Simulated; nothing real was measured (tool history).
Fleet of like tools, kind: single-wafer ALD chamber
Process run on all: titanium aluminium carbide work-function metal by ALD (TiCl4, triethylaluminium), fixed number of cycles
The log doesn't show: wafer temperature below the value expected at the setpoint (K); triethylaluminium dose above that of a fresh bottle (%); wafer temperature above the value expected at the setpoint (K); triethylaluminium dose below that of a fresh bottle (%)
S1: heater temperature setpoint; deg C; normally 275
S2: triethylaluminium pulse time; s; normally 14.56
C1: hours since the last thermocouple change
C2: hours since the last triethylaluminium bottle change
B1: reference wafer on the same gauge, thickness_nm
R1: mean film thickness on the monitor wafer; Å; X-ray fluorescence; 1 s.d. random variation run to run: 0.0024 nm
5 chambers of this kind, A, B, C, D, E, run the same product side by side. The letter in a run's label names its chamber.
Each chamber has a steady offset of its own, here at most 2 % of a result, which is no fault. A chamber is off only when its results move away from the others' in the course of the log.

run 1D hour=4.5 | S1=275 S2=14.56 | C1=393.5 C2=867 | B1=1.8199 | R1=18.471
run 2A hour=9.4 | S1=275 S2=14.56 | C1=367.7 C2=36 | B1=1.8199 | R1=18.272
run 3E hour=12.6 | S1=275 S2=14.56 | C1=567.2 C2=1607.3 | B1=1.8192 | R1=18.444
run 4C hour=19.6 | S1=275 S2=14.56 | C1=1832.6 C2=1396.4 | B1=1.8191 | R1=18.597
run 5B hour=25 | S1=275 S2=14.56 | C1=1545.6 C2=520.5 | B1=1.819 | R1=18.221
run 6C hour=30.4 | S1=275 S2=14.56 | C1=1843.4 C2=1407.2 | B1=1.819 | R1=18.596
run 7B hour=37.2 | S1=275 S2=14.56 | C1=1557.8 C2=532.7 | B1=1.8182 | R1=18.305
run 8D hour=44 | S1=280 S2=10.69 | C1=433 C2=906.5 | B1=1.8182 | R1=18.52
run 9A hour=48.7 | S1=280 S2=10.69 | C1=407 C2=75.3 | B1=1.8179 | R1=18.417
run 10E hour=52.4 | S1=280 S2=10.69 | C1=607 C2=1647.1 | B1=1.8174 | R1=18.526
run 11D hour=58.6 | S1=280 S2=10.69 | C1=447.6 C2=921.1 | B1=1.8172 | R1=18.502
run 12A hour=63.1 | S1=280 S2=10.69 | C1=421.4 C2=89.7 | B1=1.8171 | R1=18.38
-- hour=63.9 chamber C: triethylaluminium bottle replaced
run 13C hour=66.1 | S1=275 S2=14.56 | C1=1879.1 C2=2.2 | B1=1.8176 | R1=18.581
run 14B hour=72.5 | S1=275 S2=14.56 | C1=1593.1 C2=568 | B1=1.8173 | R1=18.266
-- hour=76.7 chamber E: triethylaluminium bottle replaced
run 15E hour=78.4 | S1=275 S2=14.56 | C1=633 C2=1.8 | B1=1.8169 | R1=18.425
run 16C hour=85.2 | S1=275 S2=14.56 | C1=1898.2 C2=21.3 | B1=1.8167 | R1=18.529
run 17D hour=89 | S1=275 S2=14.56 | C1=478 C2=951.5 | B1=1.816 | R1=18.44
run 18E hour=94.7 | S1=275 S2=14.56 | C1=649.3 C2=18.1 | B1=1.8158 | R1=18.416
run 19B hour=100.7 | S1=275 S2=14.56 | C1=1621.3 C2=596.2 | B1=1.8156 | R1=18.26
run 20A hour=106.6 | S1=288 S2=16.36 | C1=464.9 C2=133.2 | B1=1.8152 | R1=19.492
run 21A hour=112.7 | S1=288 S2=16.36 | C1=471 C2=139.3 | B1=1.815 | R1=19.474
run 22D hour=118.9 | S1=288 S2=16.36 | C1=507.9 C2=981.4 | B1=1.8151 | R1=19.642
run 23B hour=122.6 | S1=288 S2=16.36 | C1=1643.2 C2=618.1 | B1=1.815 | R1=19.446
run 24E hour=129.5 | S1=288 S2=16.36 | C1=684.1 C2=52.9 | B1=1.8147 | R1=19.631
run 25C hour=134 | S1=275 S2=14.56 | C1=1947 C2=70.1 | B1=1.8139 | R1=18.559
run 26E hour=140.2 | S1=275 S2=14.56 | C1=694.8 C2=63.6 | B1=1.8142 | R1=18.42
-- hour=141.7 chamber B: triethylaluminium bottle replaced
run 27A hour=146 | S1=275 S2=14.56 | C1=504.3 C2=172.6 | B1=1.814 | R1=18.336
run 28C hour=151.6 | S1=275 S2=14.56 | C1=1964.6 C2=87.7 | B1=1.8136 | R1=18.508
run 29B hour=156.7 | S1=275 S2=14.56 | C1=1677.3 C2=15 | B1=1.8132 | R1=18.194
run 30D hour=162.4 | S1=265 S2=14.56 | C1=551.4 C2=1024.9 | B1=1.8133 | R1=17.535
run 31E hour=167.7 | S1=265 S2=14.56 | C1=722.3 C2=91.1 | B1=1.8128 | R1=17.496
run 32A hour=172.9 | S1=265 S2=14.56 | C1=531.2 C2=199.5 | B1=1.8128 | R1=17.39
run 33D hour=177.4 | S1=265 S2=14.56 | C1=566.4 C2=1039.9 | B1=1.8125 | R1=17.469
run 34B hour=180.9 | S1=265 S2=14.56 | C1=1701.5 C2=39.2 | B1=1.8122 | R1=17.35
run 35C hour=184.9 | S1=275 S2=14.56 | C1=1997.9 C2=121 | B1=1.8117 | R1=18.547
run 36A hour=191.2 | S1=275 S2=14.56 | C1=549.5 C2=217.8 | B1=1.8122 | R1=18.227
run 37E hour=194.7 | S1=275 S2=14.56 | C1=749.3 C2=118.1 | B1=1.8112 | R1=18.379
-- hour=195 chamber D: triethylaluminium bottle replaced
run 38D hour=198.5 | S1=275 S2=14.56 | C1=587.5 C2=3.5 | B1=1.811 | R1=18.362
run 39B hour=203.7 | S1=275 S2=14.56 | C1=1724.3 C2=62 | B1=1.8108 | R1=18.207
run 40C hour=210.1 | S1=275 S2=14.56 | C1=2023.1 C2=146.2 | B1=1.8112 | R1=18.514
run 41A hour=216.2 | S1=275 S2=14.56 | C1=574.5 C2=242.8 | B1=1.8105 | R1=18.225
run 42E hour=219.2 | S1=275 S2=14.56 | C1=773.8 C2=142.6 | B1=1.8102 | R1=18.329

Is one chamber out of step, is the gauge drifting, or do the chambers differ by no more than their own small offsets? For an off chamber, give its letter and the likeliest cause.

Gauge drift. The chambers move together only on paper, and none stands off.
Cause: gauge reads low (%) = 0.54.
